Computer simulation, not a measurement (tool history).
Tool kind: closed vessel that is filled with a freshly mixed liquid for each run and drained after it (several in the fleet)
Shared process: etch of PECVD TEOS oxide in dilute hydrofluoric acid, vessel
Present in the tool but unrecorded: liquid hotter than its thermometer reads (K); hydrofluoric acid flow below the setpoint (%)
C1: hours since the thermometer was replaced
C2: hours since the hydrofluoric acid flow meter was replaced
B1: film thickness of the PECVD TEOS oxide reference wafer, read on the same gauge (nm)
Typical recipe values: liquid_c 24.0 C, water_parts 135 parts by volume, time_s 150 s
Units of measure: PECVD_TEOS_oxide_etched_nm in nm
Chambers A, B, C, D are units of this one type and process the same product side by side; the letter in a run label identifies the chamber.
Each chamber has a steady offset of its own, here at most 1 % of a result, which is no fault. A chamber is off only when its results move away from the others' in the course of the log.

{"run": "1C", "hour": 5.7, "liquid_c": 24.0, "water_parts": 135, "time_s": 150, "C1": 790.2, "C2": 1190.4, "B1": 90.015, "PECVD_TEOS_oxide_etched_nm": 13.966}
{"run": "2B", "hour": 9.0, "liquid_c": 24.0, "water_parts": 135, "time_s": 150, "C1": 485.9, "C2": 1406.2, "B1": 89.993, "PECVD_TEOS_oxide_etched_nm": 13.897}
{"run": "3D", "hour": 14.4, "liquid_c": 24.0, "water_parts": 135, "time_s": 150, "C1": 526.7, "C2": 108.6, "B1": 90.0, "PECVD_TEOS_oxide_etched_nm": 14.031}
{"run": "4A", "hour": 21.0, "liquid_c": 24.0, "water_parts": 135, "time_s": 150, "C1": 1038.3, "C2": 1036.2, "B1": 89.977, "PECVD_TEOS_oxide_etched_nm": 13.716}
{"run": "5B", "hour": 27.4, "liquid_c": 24.0, "water_parts": 135, "time_s": 150, "C1": 504.3, "C2": 1424.6, "B1": 90.006, "PECVD_TEOS_oxide_etched_nm": 13.827}
{"run": "6A", "hour": 34.0, "liquid_c": 24.0, "water_parts": 135, "time_s": 150, "C1": 1051.3, "C2": 1049.2, "B1": 90.009, "PECVD_TEOS_oxide_etched_nm": 13.897}
{"run": "7D", "hour": 39.8, "liquid_c": 24.0, "water_parts": 135, "time_s": 150, "C1": 552.1, "C2": 134.0, "B1": 90.002, "PECVD_TEOS_oxide_etched_nm": 14.065}
{"run": "8C", "hour": 43.1, "liquid_c": 24.0, "water_parts": 135, "time_s": 150, "C1": 827.6, "C2": 1227.8, "B1": 89.998, "PECVD_TEOS_oxide_etched_nm": 14.112}
{"run": "9C", "hour": 47.7, "liquid_c": 24.0, "water_parts": 135, "time_s": 150, "C1": 832.2, "C2": 1232.4, "B1": 89.976, "PECVD_TEOS_oxide_etched_nm": 14.007}
{"run": "10D", "hour": 54.8, "liquid_c": 24.0, "water_parts": 135, "time_s": 150, "C1": 567.1, "C2": 149.0, "B1": 90.007, "PECVD_TEOS_oxide_etched_nm": 13.931}
{"run": "11A", "hour": 58.7, "liquid_c": 24.0, "water_parts": 135, "time_s": 150, "C1": 1076.0, "C2": 1073.9, "B1": 89.968, "PECVD_TEOS_oxide_etched_nm": 13.695}
{"run": "12B", "hour": 64.9, "liquid_c": 27.0, "water_parts": 135, "time_s": 150, "C1": 541.8, "C2": 1462.1, "B1": 89.994, "PECVD_TEOS_oxide_etched_nm": 15.566}
{"run": "13C", "hour": 68.9, "liquid_c": 27.0, "water_parts": 135, "time_s": 150, "C1": 853.4, "C2": 1253.6, "B1": 90.007, "PECVD_TEOS_oxide_etched_nm": 15.754}
{"run": "14D", "hour": 75.6, "liquid_c": 27.0, "water_parts": 135, "time_s": 150, "C1": 587.9, "C2": 169.8, "B1": 90.023, "PECVD_TEOS_oxide_etched_nm": 15.398}
{"run": "15A", "hour": 81.4, "liquid_c": 27.0, "water_parts": 135, "time_s": 150, "C1": 1098.7, "C2": 1096.6, "B1": 90.008, "PECVD_TEOS_oxide_etched_nm": 15.48}
{"run": "16B", "hour": 85.1, "liquid_c": 24.0, "water_parts": 135, "time_s": 150, "C1": 562.0, "C2": 1482.3, "B1": 90.025, "PECVD_TEOS_oxide_etched_nm": 14.126}
{"run": "17D", "hour": 89.2, "liquid_c": 24.0, "water_parts": 95, "time_s": 115, "C1": 601.5, "C2": 183.4, "B1": 90.0, "PECVD_TEOS_oxide_etched_nm": 15.642}
{"run": "18B", "hour": 96.0, "liquid_c": 24.0, "water_parts": 95, "time_s": 115, "C1": 572.9, "C2": 1493.2, "B1": 90.017, "PECVD_TEOS_oxide_etched_nm": 15.847}
{"run": "19A", "hour": 99.5, "liquid_c": 24.0, "water_parts": 95, "time_s": 115, "C1": 1116.8, "C2": 1114.7, "B1": 89.987, "PECVD_TEOS_oxide_etched_nm": 15.636}
{"run": "20C", "hour": 103.8, "liquid_c": 24.0, "water_parts": 95, "time_s": 115, "C1": 888.3, "C2": 1288.5, "B1": 89.984, "PECVD_TEOS_oxide_etched_nm": 15.928}
{"run": "21B", "hour": 108.9, "liquid_c": 24.0, "water_parts": 135, "time_s": 150, "C1": 585.8, "C2": 1506.1, "B1": 89.998, "PECVD_TEOS_oxide_etched_nm": 13.847}
{"run": "22A", "hour": 114.2, "liquid_c": 24.0, "water_parts": 135, "time_s": 150, "C1": 1131.5, "C2": 1129.4, "B1": 90.019, "PECVD_TEOS_oxide_etched_nm": 13.858}
{"run": "23D", "hour": 120.2, "liquid_c": 24.0, "water_parts": 135, "time_s": 150, "C1": 632.5, "C2": 214.4, "B1": 89.999, "PECVD_TEOS_oxide_etched_nm": 13.059}
{"run": "24C", "hour": 125.0, "liquid_c": 24.0, "water_parts": 135, "time_s": 150, "C1": 909.5, "C2": 1309.7, "B1": 89.982, "PECVD_TEOS_oxide_etched_nm": 13.906}
{"run": "25B", "hour": 132.2, "liquid_c": 24.0, "water_parts": 135, "time_s": 150, "C1": 609.1, "C2": 1529.4, "B1": 90.006, "PECVD_TEOS_oxide_etched_nm": 13.765}
{"run": "26A", "hour": 135.7, "liquid_c": 24.0, "water_parts": 135, "time_s": 150, "C1": 1153.0, "C2": 1150.9, "B1": 90.017, "PECVD_TEOS_oxide_etched_nm": 13.789}
{"run": "27C", "hour": 140.6, "liquid_c": 24.0, "water_parts": 135, "time_s": 150, "C1": 925.1, "C2": 1325.3, "B1": 89.997, "PECVD_TEOS_oxide_etched_nm": 13.869}
{"run": "28D", "hour": 147.2, "liquid_c": 24.0, "water_parts": 135, "time_s": 150, "C1": 659.5, "C2": 241.4, "B1": 89.998, "PECVD_TEOS_oxide_etched_nm": 12.675}
{"run": "29C", "hour": 153.1, "liquid_c": 24.0, "water_parts": 135, "time_s": 150, "C1": 937.6, "C2": 1337.8, "B1": 90.004, "PECVD_TEOS_oxide_etched_nm": 13.92}

Next, every chamber runs the same settings. What will each give?
{"run": "30A", "hour": 158.3, "liquid_c": 28.5, "water_parts": 135, "time_s": 150, "PECVD_TEOS_oxide_etched_nm": "?"}
{"run": "30B", "hour": 158.3, "liquid_c": 28.5, "water_parts": 135, "time_s": 150, "PECVD_TEOS_oxide_etched_nm": "?"}
{"run": "30C", "hour": 158.3, "liquid_c": 28.5, "water_parts": 135, "time_s": 150, "PECVD_TEOS_oxide_etched_nm": "?"}
{"run": "30D", "hour": 158.3, "liquid_c": 28.5, "water_parts": 135, "time_s": 150, "PECVD_TEOS_oxide_etched_nm": "?"}

run=30A PECVD_TEOS_oxide_etched_nm=16.235
run=30B PECVD_TEOS_oxide_etched_nm=16.370
run=30C PECVD_TEOS_oxide_etched_nm=16.372
run=30D PECVD_TEOS_oxide_etched_nm=15.117
